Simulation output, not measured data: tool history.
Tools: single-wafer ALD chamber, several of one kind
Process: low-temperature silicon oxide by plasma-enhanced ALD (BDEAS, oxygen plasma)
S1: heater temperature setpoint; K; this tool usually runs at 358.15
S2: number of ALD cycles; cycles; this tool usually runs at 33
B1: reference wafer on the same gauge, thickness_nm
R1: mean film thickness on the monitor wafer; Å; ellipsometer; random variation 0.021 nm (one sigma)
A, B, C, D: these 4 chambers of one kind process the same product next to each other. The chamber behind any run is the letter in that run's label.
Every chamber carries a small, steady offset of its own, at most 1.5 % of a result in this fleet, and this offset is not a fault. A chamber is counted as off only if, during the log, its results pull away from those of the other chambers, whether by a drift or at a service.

run 1D day=0.271 | S1=358.15 S2=33 | B1=5.2457 | R1=49.396
run 2B day=0.696 | S1=358.15 S2=33 | B1=5.2442 | R1=49.915
run 3A day=1.104 | S1=358.15 S2=33 | B1=5.2433 | R1=50.34
run 4C day=1.612 | S1=358.15 S2=33 | B1=5.243 | R1=49.79
run 5B day=2.15 | S1=358.15 S2=33 | B1=5.2416 | R1=49.888
run 6C day=2.729 | S1=371.15 S2=33 | B1=5.236 | R1=47.729
run 7D day=3.192 | S1=371.15 S2=33 | B1=5.2429 | R1=47.123
-- day=3.388 chamber C: thermocouple changed; heater temperature recalibrated
run 8A day=3.475 | S1=371.15 S2=33 | B1=5.2348 | R1=47.933
-- day=3.838 chamber A: thermocouple changed; heater temperature recalibrated
run 9A day=4.042 | S1=371.15 S2=33 | B1=5.2396 | R1=48.274
run 10B day=4.404 | S1=358.15 S2=33 | B1=5.2405 | R1=49.539
run 11D day=4.979 | S1=358.15 S2=33 | B1=5.2376 | R1=49.792
run 12C day=5.271 | S1=358.15 S2=33 | B1=5.2365 | R1=49.677
run 13A day=5.621 | S1=358.15 S2=33 | B1=5.2392 | R1=50.371
run 14C day=6 | S1=358.15 S2=33 | B1=5.2353 | R1=49.652
run 15D day=6.483 | S1=364.15 S2=33 | B1=5.2395 | R1=48.668
run 16B day=6.925 | S1=364.15 S2=33 | B1=5.2399 | R1=48.742
run 17A day=7.221 | S1=364.15 S2=33 | B1=5.2381 | R1=49.203
run 18C day=7.696 | S1=364.15 S2=33 | B1=5.2359 | R1=48.645
run 19B day=8.217 | S1=358.15 S2=33 | B1=5.2384 | R1=49.741
run 20D day=8.758 | S1=358.15 S2=33 | B1=5.243 | R1=49.553
-- day=9.325 chamber D: thermocouple changed; heater temperature recalibrated
run 21D day=9.329 | S1=358.15 S2=33 | B1=5.2403 | R1=49.693
run 22A day=9.75 | S1=358.15 S2=33 | B1=5.2395 | R1=50.387
run 23B day=10.262 | S1=358.15 S2=33 | B1=5.2399 | R1=50.014
run 24C day=10.712 | S1=358.15 S2=33 | B1=5.2367 | R1=49.561
run 25D day=11.188 | S1=358.15 S2=33 | B1=5.2347 | R1=49.658
run 26B day=11.479 | S1=358.15 S2=33 | B1=5.2403 | R1=49.625
run 27A day=11.971 | S1=358.15 S2=33 | B1=5.2445 | R1=50.127
run 28C day=12.421 | S1=358.15 S2=33 | B1=5.2364 | R1=49.437
run 29B day=12.95 | S1=358.15 S2=33 | B1=5.2434 | R1=49.884
run 30A day=13.504 | S1=358.15 S2=33 | B1=5.2445 | R1=50.339
run 31C day=14.008 | S1=368.15 S2=38 | B1=5.246 | R1=55.13
run 32D day=14.308 | S1=368.15 S2=38 | B1=5.2376 | R1=55.344
run 33C day=14.775 | S1=368.15 S2=38 | B1=5.2324 | R1=55.153
run 34B day=15.142 | S1=368.15 S2=38 | B1=5.2372 | R1=54.883
run 35D day=15.438 | S1=358.15 S2=27 | B1=5.2391 | R1=40.574
run 36A day=15.821 | S1=358.15 S2=27 | B1=5.2401 | R1=41.125
run 37B day=16.188 | S1=358.15 S2=27 | B1=5.2433 | R1=40.345

Read the log: is a single chamber off, either drifting away or since a service, is the gauge that measures every chamber drifting, or is nothing wrong beyond small per-chamber offsets? Name any odd chamber and what most likely caused it.

Nothing is wrong: each chamber keeps only its own small, steady offset and the gauge holds still.
